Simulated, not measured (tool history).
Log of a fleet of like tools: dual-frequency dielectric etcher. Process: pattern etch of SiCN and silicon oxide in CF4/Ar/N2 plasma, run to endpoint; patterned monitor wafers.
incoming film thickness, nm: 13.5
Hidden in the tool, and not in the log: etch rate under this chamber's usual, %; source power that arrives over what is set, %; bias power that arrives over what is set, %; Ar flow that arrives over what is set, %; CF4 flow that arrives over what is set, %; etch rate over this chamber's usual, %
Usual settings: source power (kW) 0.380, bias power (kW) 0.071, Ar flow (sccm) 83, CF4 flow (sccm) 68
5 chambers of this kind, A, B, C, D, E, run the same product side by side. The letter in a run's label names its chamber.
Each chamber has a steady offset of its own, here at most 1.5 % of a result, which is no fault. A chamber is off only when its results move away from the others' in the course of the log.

run,hour,source power (kW),bias power (kW),Ar flow (sccm),CF4 flow (sccm),hours since the last wet clean,hours since the last source power generator calibration,hours since the last bias power generator calibration,hours since the last Ar flow controller change,hours since the last CF4 flow controller change,endpoint time (s)
1E,12.3,0.380,0.071,83,68,199.0,133.4,3028.4,1310.0,1941.9,18.093
2A,19.5,0.380,0.071,83,68,261.4,4065.3,3386.4,336.9,5722.7,17.742
3C,27.9,0.380,0.071,83,68,371.7,919.9,4364.7,1418.0,2804.3,17.846
4D,37.7,0.380,0.071,83,68,299.9,807.7,865.9,1291.3,1995.1,17.900
5B,51.4,0.380,0.071,83,68,415.3,708.6,2094.2,1647.5,1689.7,17.722
6C,63.5,0.380,0.071,83,68,407.3,955.5,4400.3,1453.6,2839.9,17.946
7D,77.5,0.380,0.071,83,68,339.7,847.5,905.7,1331.1,2034.9,17.826
8E,85.8,0.380,0.071,83,68,272.5,206.9,3101.9,1383.5,2015.4,17.995
9A,98.1,0.380,0.071,83,68,340.0,4143.9,3465.0,415.5,5801.3,17.716
10B,106.5,0.380,0.071,83,68,470.4,763.7,2149.3,1702.6,1744.8,17.572
11D,118.6,0.380,0.071,83,68,380.8,888.6,946.8,1372.2,2076.0,17.941
12E,131.1,0.350,0.071,83,60,317.8,252.2,3147.2,1428.8,2060.7,19.842
# hour 137.0: chamber A: wet clean of the chamber
13C,141.2,0.350,0.071,83,60,485.0,1033.2,4478.0,1531.3,2917.6,19.521
14B,155.0,0.350,0.071,83,60,518.9,812.2,2197.8,1751.1,1793.3,19.292
15A,161.6,0.350,0.071,83,60,24.6,4207.4,3528.5,479.0,5864.8,20.056
16D,171.4,0.350,0.071,83,60,433.6,941.4,999.6,1425.0,2128.8,19.612
# hour 172.2: chamber C: bias power generator calibrated
# hour 172.5: chamber B: wet clean of the chamber
17B,179.2,0.380,0.071,83,68,6.7,836.4,2222.0,1775.3,1817.5,17.698
# hour 184.7: chamber D: wet clean of the chamber
# hour 186.7: chamber C: wet clean of the chamber
18E,188.9,0.380,0.071,83,68,375.6,310.0,3205.0,1486.6,2118.5,18.058
19A,196.9,0.380,0.071,83,68,59.9,4242.7,3563.8,514.3,5900.1,18.134
# hour 198.0: chamber A: source power generator calibrated
20C,203.4,0.380,0.071,83,68,16.8,1095.4,31.2,1593.5,2979.8,17.957
21B,216.9,0.380,0.071,83,85,44.4,874.1,2259.7,1813.0,1855.2,17.281
22C,224.9,0.380,0.071,83,85,38.3,1116.9,52.7,1615.0,3001.3,17.293
23A,231.3,0.380,0.071,83,85,94.3,33.3,3598.2,548.7,5934.5,17.702
24E,240.4,0.380,0.071,83,85,427.1,361.5,3256.5,1538.1,2170.0,17.635
25D,247.3,0.380,0.071,83,85,62.7,1017.3,1075.5,1500.9,2204.7,17.332
26A,254.6,0.380,0.071,83,68,117.6,56.6,3621.5,572.0,5957.8,18.239
27B,260.8,0.380,0.071,94,68,88.3,918.0,2303.6,1856.9,1899.1,18.002
28E,270.5,0.380,0.071,94,68,457.2,391.6,3286.6,1568.2,2200.1,18.395
29C,281.6,0.380,0.071,94,68,95.0,1173.6,109.4,1671.7,3058.0,18.284
30D,288.4,0.380,0.071,94,68,103.8,1058.4,1116.6,1542.0,2245.8,18.219
31C,296.6,0.380,0.071,94,68,110.0,1188.6,124.4,1686.7,3073.0,18.255
32D,308.2,0.380,0.071,83,68,123.6,1078.2,1136.4,1561.8,2265.6,17.930
33E,314.9,0.380,0.071,83,68,501.6,436.0,3331.0,1612.6,2244.5,18.072
34A,327.5,0.380,0.071,83,68,190.5,129.5,3694.4,644.9,6030.7,18.295
35B,340.4,0.380,0.071,83,68,167.9,997.6,2383.2,1936.5,1978.7,17.743
36D,354.4,0.380,0.071,83,68,169.8,1124.4,1182.6,1608.0,2311.8,17.878

What goes on in this fleet: one chamber off, a drifting gauge, or nothing beyond the chambers' own small offsets? Name the chamber and the cause, if any.

A service left chamber A off against the others.
Cause: etch rate under this chamber's usual, % = 2.98.

Here are 4 candidates for chamber A's next run, each the usual settings with a change, their results left as question marks. Which one brings its results back in line with what the others give on the usual settings?
In line means no further than this from the other chambers' mean on the usual settings: endpoint time (s) 0.230
37A-1,364.5,0.360,0.070,84,68,,,,,,?
37A-2,364.5,0.370,0.071,83,68,,,,,,?
37A-3,364.5,0.390,0.072,83,68,,,,,,?
37A-4,364.5,0.400,0.071,82,68,,,,,,?

The other chambers' mean on the usual settings: endpoint time (s) 17.882
run,endpoint time (s)
37A-1,19.302
37A-2,18.713
37A-3,17.767
37A-4,17.420
37A-3 brings the chamber back in line.

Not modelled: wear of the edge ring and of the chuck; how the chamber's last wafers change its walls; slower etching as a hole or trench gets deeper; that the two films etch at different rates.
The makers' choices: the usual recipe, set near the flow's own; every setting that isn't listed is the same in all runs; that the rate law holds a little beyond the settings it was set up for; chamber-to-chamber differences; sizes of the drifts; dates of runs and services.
